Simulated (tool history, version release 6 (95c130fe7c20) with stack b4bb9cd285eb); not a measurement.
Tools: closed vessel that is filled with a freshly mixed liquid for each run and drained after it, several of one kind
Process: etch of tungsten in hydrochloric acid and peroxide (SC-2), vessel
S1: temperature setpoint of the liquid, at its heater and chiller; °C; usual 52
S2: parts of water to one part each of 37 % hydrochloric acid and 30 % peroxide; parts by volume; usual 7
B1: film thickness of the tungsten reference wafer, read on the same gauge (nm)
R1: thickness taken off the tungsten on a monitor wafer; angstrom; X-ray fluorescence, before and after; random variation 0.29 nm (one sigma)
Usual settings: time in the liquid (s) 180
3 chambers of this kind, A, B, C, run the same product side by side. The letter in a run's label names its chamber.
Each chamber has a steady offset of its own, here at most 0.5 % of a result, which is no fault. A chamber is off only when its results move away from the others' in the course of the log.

Run 1A, hour 2.9: usual settings; B1 60.012. Result: R1 356.64 angstrom.
Run 2C, hour 6.1: usual settings; B1 59.997. Result: R1 351.94 angstrom.
Run 3B, hour 10.6: usual settings; B1 60.011. Result: R1 357.88 angstrom.
Run 4B, hour 15: usual settings; B1 60.004. Result: R1 356.54 angstrom.
Run 5A, hour 17.8: usual settings but S1 61.5 °C, S2 6 parts by volume; B1 59.999. Result: R1 729.57 angstrom.
Run 6C, hour 21.8: usual settings but S1 61.5 °C, S2 6 parts by volume; B1 59.985. Result: R1 746.13 angstrom.
Run 7A, hour 26.5: usual settings but S1 61.5 °C, S2 6 parts by volume; B1 59.998. Result: R1 737.77 angstrom.
Run 8C, hour 29.5: usual settings; B1 59.987. Result: R1 354.93 angstrom.
At hour 31.5: chamber B: thermometer replaced.
Run 9B, hour 32.9: usual settings; B1 60.004. Result: R1 359.7 angstrom.
Run 10A, hour 35.4: usual settings; B1 59.979. Result: R1 353.42 angstrom.
Run 11B, hour 38.5: usual settings but S2 5 parts by volume; B1 60.014. Result: R1 453.22 angstrom.
Run 12C, hour 41.3: usual settings but S2 5 parts by volume; B1 60.016. Result: R1 449.57 angstrom.
Run 13A, hour 44.6: usual settings but S2 5 parts by volume; B1 60.015. Result: R1 455.38 angstrom.
Run 14B, hour 46.9: usual settings; B1 60.015. Result: R1 357 angstrom.
Run 15C, hour 50.2: usual settings; B1 60.012. Result: R1 350.63 angstrom.
Run 16B, hour 54.1: usual settings; B1 59.977. Result: R1 361.81 angstrom.
Run 17A, hour 57.2: usual settings; B1 59.983. Result: R1 349.73 angstrom.
Run 18C, hour 60.4: usual settings; B1 59.994. Result: R1 355.23 angstrom.
Run 19A, hour 63: usual settings but S1 57.5 °C; B1 59.953. Result: R1 514.3 angstrom.
Run 20B, hour 66.5: usual settings but S1 57.5 °C; B1 60.019. Result: R1 519.14 angstrom.
Run 21C, hour 68.7: usual settings but S1 57.5 °C; B1 59.98. Result: R1 506.78 angstrom.
Run 22C, hour 71.9: usual settings; B1 60.011. Result: R1 357.61 angstrom.
At hour 74.2: chamber A: new drum of peroxide connected.
Run 23A, hour 74.3: usual settings; B1 59.998. Result: R1 359.59 angstrom.
Run 24B, hour 78.3: usual settings; B1 60.022. Result: R1 361.19 angstrom.
Run 25B, hour 82.6: usual settings; B1 60.021. Result: R1 353.77 angstrom.
Run 26C, hour 85.5: usual settings; B1 59.971. Result: R1 355.75 angstrom.
Run 27A, hour 88.7: usual settings; B1 59.978. Result: R1 359.29 angstrom.
Run 28C, hour 93.2: usual settings; B1 60.008. Result: R1 357.45 angstrom.
Run 29B, hour 96.1: usual settings but S1 47.5 °C; B1 59.979. Result: R1 262.75 angstrom.
Run 30A, hour 100.8: usual settings but S1 47.5 °C; B1 60. Result: R1 260.64 angstrom.
At hour 101.7: chamber B: new drum of peroxide connected.
Run 31B, hour 103.5: usual settings but S1 47.5 °C; B1 59.983. Result: R1 265.44 angstrom.
Run 32C, hour 105.9: usual settings but S1 47.5 °C, time in the liquid (s) 135; B1 59.972. Result: R1 196 angstrom.
Run 33A, hour 109.2: usual settings but S1 47.5 °C, time in the liquid (s) 135; B1 60.001. Result: R1 197.36 angstrom.
Run 34A, hour 114.1: usual settings but S1 47.5 °C, time in the liquid (s) 135; B1 60.046. Result: R1 198.64 angstrom.
Run 35B, hour 118: usual settings; B1 60.006. Result: R1 356.5 angstrom.

Is one chamber off against the others, does the gauge drift, or is nothing wrong? If a chamber is off, say which, and what the likeliest cause is.

No chamber stands off beyond its own small offset, and the gauge holds steady.
